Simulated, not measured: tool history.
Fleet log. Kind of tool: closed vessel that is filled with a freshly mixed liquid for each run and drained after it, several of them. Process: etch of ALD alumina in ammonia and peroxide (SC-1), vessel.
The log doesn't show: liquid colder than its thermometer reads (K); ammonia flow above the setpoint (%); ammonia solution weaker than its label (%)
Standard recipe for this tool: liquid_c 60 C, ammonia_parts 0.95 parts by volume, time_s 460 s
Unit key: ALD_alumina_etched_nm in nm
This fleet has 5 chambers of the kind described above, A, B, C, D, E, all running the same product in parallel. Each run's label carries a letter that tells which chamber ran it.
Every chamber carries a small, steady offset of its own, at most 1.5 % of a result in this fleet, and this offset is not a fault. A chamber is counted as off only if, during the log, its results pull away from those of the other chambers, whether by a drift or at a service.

| run | hour | liquid_c | ammonia_parts | time_s | hours since the thermometer was replaced | hours since the ammonia flow meter was replaced | hours since the drum of ammonia solution was connected | read-back film thickness of the ALD alumina reference wafer, read on the same gauge (nm) | ALD_alumina_etched_nm |
|---|---|---|---|---|---|---|---|---|---|
| 1B | 4.4 | 60 | 0.95 | 460 | 770.6 | 1280.1 | 120.4 | 100.020 | 30.439 |
| 2D | 9.0 | 60 | 0.95 | 460 | 1033.8 | 184.9 | 211.2 | 99.995 | 29.263 |
| 3E | 11.7 | 60 | 0.95 | 460 | 507.2 | 775.3 | 531.3 | 100.010 | 29.828 |
| 4A | 14.7 | 60 | 0.95 | 460 | 63.2 | 453.4 | 620.0 | 100.000 | 29.971 |
| 5C | 16.9 | 60 | 0.95 | 460 | 1420.9 | 1987.0 | 17.5 | 100.010 | 29.708 |
| 6E | 21.5 | 60 | 1.20 | 725 | 517.0 | 785.1 | 541.1 | 100.000 | 47.915 |
| 7D | 24.8 | 60 | 1.20 | 725 | 1049.6 | 200.7 | 227.0 | 100.040 | 47.512 |
| 8B | 27.7 | 60 | 1.20 | 725 | 793.9 | 1303.4 | 143.7 | 99.992 | 48.871 |
| 9C | 29.9 | 60 | 1.20 | 725 | 1433.9 | 2000.0 | 30.5 | 99.977 | 47.769 |
| 10A | 34.9 | 60 | 1.20 | 725 | 83.4 | 473.6 | 640.2 | 100.010 | 48.125 |
| 11A | 39.5 | 60 | 0.95 | 460 | 88.0 | 478.2 | 644.8 | 100.020 | 30.152 |
| 12E | 42.4 | 60 | 0.95 | 460 | 537.9 | 806.0 | 562.0 | 99.985 | 29.612 |
| 13B | 45.2 | 60 | 0.95 | 460 | 811.4 | 1320.9 | 161.2 | 100.000 | 30.131 |
| 14C | 49.3 | 60 | 0.60 | 265 | 1453.3 | 2019.4 | 49.9 | 100.010 | 16.440 |
| 15D | 51.9 | 60 | 0.60 | 265 | 1076.7 | 227.8 | 254.1 | 99.996 | 16.169 |
| 16D | 56.8 | 60 | 0.60 | 265 | 1081.6 | 232.7 | 259.0 | 100.010 | 16.230 |
| 17C | 60.2 | 60 | 0.60 | 265 | 1464.2 | 2030.3 | 60.8 | 99.994 | 16.383 |
| 18B | 63.8 | 60 | 0.60 | 265 | 830.0 | 1339.5 | 179.8 | 100.000 | 16.475 |
| 19A | 67.9 | 60 | 0.95 | 460 | 116.4 | 506.6 | 673.2 | 99.986 | 29.794 |
| 20E | 72.5 | 60 | 0.95 | 460 | 568.0 | 836.1 | 592.1 | 100.020 | 29.401 |
| 21C | 76.5 | 60 | 0.95 | 460 | 1480.5 | 2046.6 | 77.1 | 99.964 | 29.588 |
| 22E | 79.2 | 60 | 0.95 | 460 | 574.7 | 842.8 | 598.8 | 99.991 | 29.423 |
| 23D | 83.6 | 60 | 0.95 | 460 | 1108.4 | 259.5 | 285.8 | 99.995 | 29.654 |
| 24B | 86.4 | 60 | 0.70 | 460 | 852.6 | 1362.1 | 202.4 | 99.990 | 28.188 |
| 25A | 90.6 | 60 | 0.70 | 460 | 139.1 | 529.3 | 695.9 | 100.010 | 29.062 |
| 26D | 94.5 | 60 | 0.70 | 460 | 1119.3 | 270.4 | 296.7 | 99.978 | 28.809 |
| 27A | 98.6 | 60 | 0.70 | 460 | 147.1 | 537.3 | 703.9 | 99.994 | 29.163 |
| 28C | 102.8 | 60 | 0.70 | 460 | 1506.8 | 2072.9 | 103.4 | 99.975 | 29.116 |
| 29E | 106.9 | 55 | 1.15 | 460 | 602.4 | 870.5 | 626.5 | 99.968 | 23.241 |
| 30B | 110.3 | 55 | 1.15 | 460 | 876.5 | 1386.0 | 226.3 | 99.959 | 22.466 |
| 31B | 112.8 | 55 | 1.15 | 460 | 879.0 | 1388.5 | 228.8 | 99.959 | 22.311 |
| 32E | 116.1 | 55 | 1.15 | 460 | 611.6 | 879.7 | 635.7 | 99.961 | 23.027 |
| 33A | 119.1 | 55 | 1.15 | 460 | 167.6 | 557.8 | 724.4 | 100.020 | 23.689 |
| 34D | 121.9 | 60 | 1.15 | 585 | 1146.7 | 297.8 | 324.1 | 100.010 | 38.442 |
| 35C | 126.7 | 60 | 1.15 | 585 | 1530.7 | 2096.8 | 127.3 | 99.996 | 38.317 |
| 36B | 130.4 | 60 | 1.15 | 585 | 896.6 | 1406.1 | 246.4 | 99.983 | 36.913 |
| 37D | 134.7 | 60 | 1.15 | 585 | 1159.5 | 310.6 | 336.9 | 99.995 | 38.271 |
| 38E | 137.7 | 60 | 1.15 | 585 | 633.2 | 901.3 | 657.3 | 99.994 | 38.444 |

Next, all 5 chambers run the settings below, one line each with question marks for the results. What does each chamber give?
| 39A | 141.2 | 60 | 0.95 | 460 |  |  |  |  | ? |
| 39B | 141.2 | 60 | 0.95 | 460 |  |  |  |  | ? |
| 39C | 141.2 | 60 | 0.95 | 460 |  |  |  |  | ? |
| 39D | 141.2 | 60 | 0.95 | 460 |  |  |  |  | ? |
| 39E | 141.2 | 60 | 0.95 | 460 |  |  |  |  | ? |

| run | ALD_alumina_etched_nm |
|---|---|
| 39A | 30.218 |
| 39B | 28.188 |
| 39C | 29.640 |
| 39D | 29.414 |
| 39E | 29.605 |

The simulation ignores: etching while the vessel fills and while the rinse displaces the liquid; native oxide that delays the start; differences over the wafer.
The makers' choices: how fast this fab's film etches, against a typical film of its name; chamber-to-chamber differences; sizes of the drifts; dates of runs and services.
